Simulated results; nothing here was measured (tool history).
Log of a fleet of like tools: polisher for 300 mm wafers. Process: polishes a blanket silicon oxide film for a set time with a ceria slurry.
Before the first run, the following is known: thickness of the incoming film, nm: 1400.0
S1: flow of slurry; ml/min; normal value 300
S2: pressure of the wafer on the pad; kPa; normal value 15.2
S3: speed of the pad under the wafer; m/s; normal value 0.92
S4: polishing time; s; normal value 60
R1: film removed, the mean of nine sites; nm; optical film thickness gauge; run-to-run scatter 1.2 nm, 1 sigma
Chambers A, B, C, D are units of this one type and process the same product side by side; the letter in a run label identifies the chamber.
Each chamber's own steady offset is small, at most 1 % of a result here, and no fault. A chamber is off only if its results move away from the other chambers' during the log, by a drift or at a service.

run,hour,S1,S2,S3,S4,R1
1D,3.6,300,15.2,0.92,60,185.68
2C,6.5,300,15.2,0.92,60,186.60
3A,9.5,300,15.2,0.92,60,187.39
4B,11.6,300,15.2,0.92,60,187.62
5D,14.8,300,15.2,0.92,42,129.70
6B,19.3,300,15.2,0.92,42,130.45
7A,21.3,300,15.2,0.92,42,131.43
8C,25.5,300,15.2,0.92,42,130.09
9A,28.9,300,15.2,0.92,60,188.23
# hour 29.0: chamber D: worn pad replaced by a new one
10C,32.9,300,15.2,0.92,60,188.32
11D,36.9,300,15.2,0.92,60,185.77
12B,39.5,300,15.2,0.92,60,186.13
13A,43.2,300,15.2,0.92,60,188.81
14B,45.2,300,15.2,0.92,60,188.31
15D,48.6,300,15.2,0.92,60,186.92
# hour 50.0: chamber A: worn pad replaced by a new one
16C,51.7,300,15.2,0.92,60,191.50
# hour 55.1: chamber C: worn pad replaced by a new one
17B,56.1,300,15.2,0.92,60,185.86
18A,58.1,335,15.2,0.92,60,189.86
19D,62.3,335,15.2,0.92,60,189.07
20C,66.3,335,15.2,0.92,60,195.57
# hour 67.5: chamber D: slurry nozzle cleaned
21B,69.2,335,15.2,0.92,60,188.60
22C,72.2,300,15.2,0.92,60,194.45
23D,74.5,300,15.2,0.92,60,187.35
24A,77.3,300,15.2,0.92,60,189.71
# hour 78.1: chamber B: worn pad replaced by a new one
25B,80.9,300,15.2,0.92,60,184.63
26C,83.2,300,15.2,0.92,60,194.00
27D,87.1,300,15.2,0.92,60,185.88
28A,90.2,300,15.2,0.92,60,186.81
29B,93.4,300,15.2,0.92,60,184.37
30A,96.8,300,15.2,0.92,60,187.84
31D,99.9,300,15.2,0.92,60,185.15
32C,102.0,300,15.2,0.92,60,194.37
33C,104.6,300,15.2,0.92,60,194.68
34B,107.8,300,15.2,0.92,60,189.31
# hour 109.3: chamber B: slurry nozzle cleaned
35A,111.3,300,15.2,0.92,60,186.70
36D,114.4,210,11.7,0.92,60,140.70
# hour 116.4: chamber B: head pressure recalibrated
37D,118.5,210,11.7,0.92,60,138.70
38C,122.7,210,11.7,0.92,60,148.24
39A,126.7,210,11.7,0.92,60,140.10
40B,129.5,300,15.2,0.92,60,188.71
41C,133.3,300,15.2,0.92,60,199.27
42B,137.3,300,15.2,0.92,60,186.98
43A,141.7,300,15.2,0.92,60,188.00

One chamber off, gauge drift, or nothing amiss beyond the chambers' own small offsets? If it is a chamber, which one, and what is the likeliest cause?

Chamber C drifts away from the others.
Likeliest cause: head's pressure above its setpoint, % = 6.82.

Chamber C could run next with any of the 4 candidate recipes listed below; each alters the usual settings, and their results appear as question marks. Which one brings its results back in line with what the other chambers deliver on the usual settings?
To be in line, a result may differ from the other chambers' mean on the usual settings by at most: R1 4.30 nm
44C-1,144.9,300,14.5,0.90,60,?
44C-2,144.9,300,15.9,0.98,60,?
44C-3,144.9,300,15.2,0.92,64,?
44C-4,144.9,300,15.2,0.92,54,?

Mean of the other chambers on the usual settings: R1 186.84 nm
run,R1
44C-1,186.13
44C-2,222.11
44C-3,212.61
44C-4,179.39
With 44C-1, the chamber falls back in line with the rest.
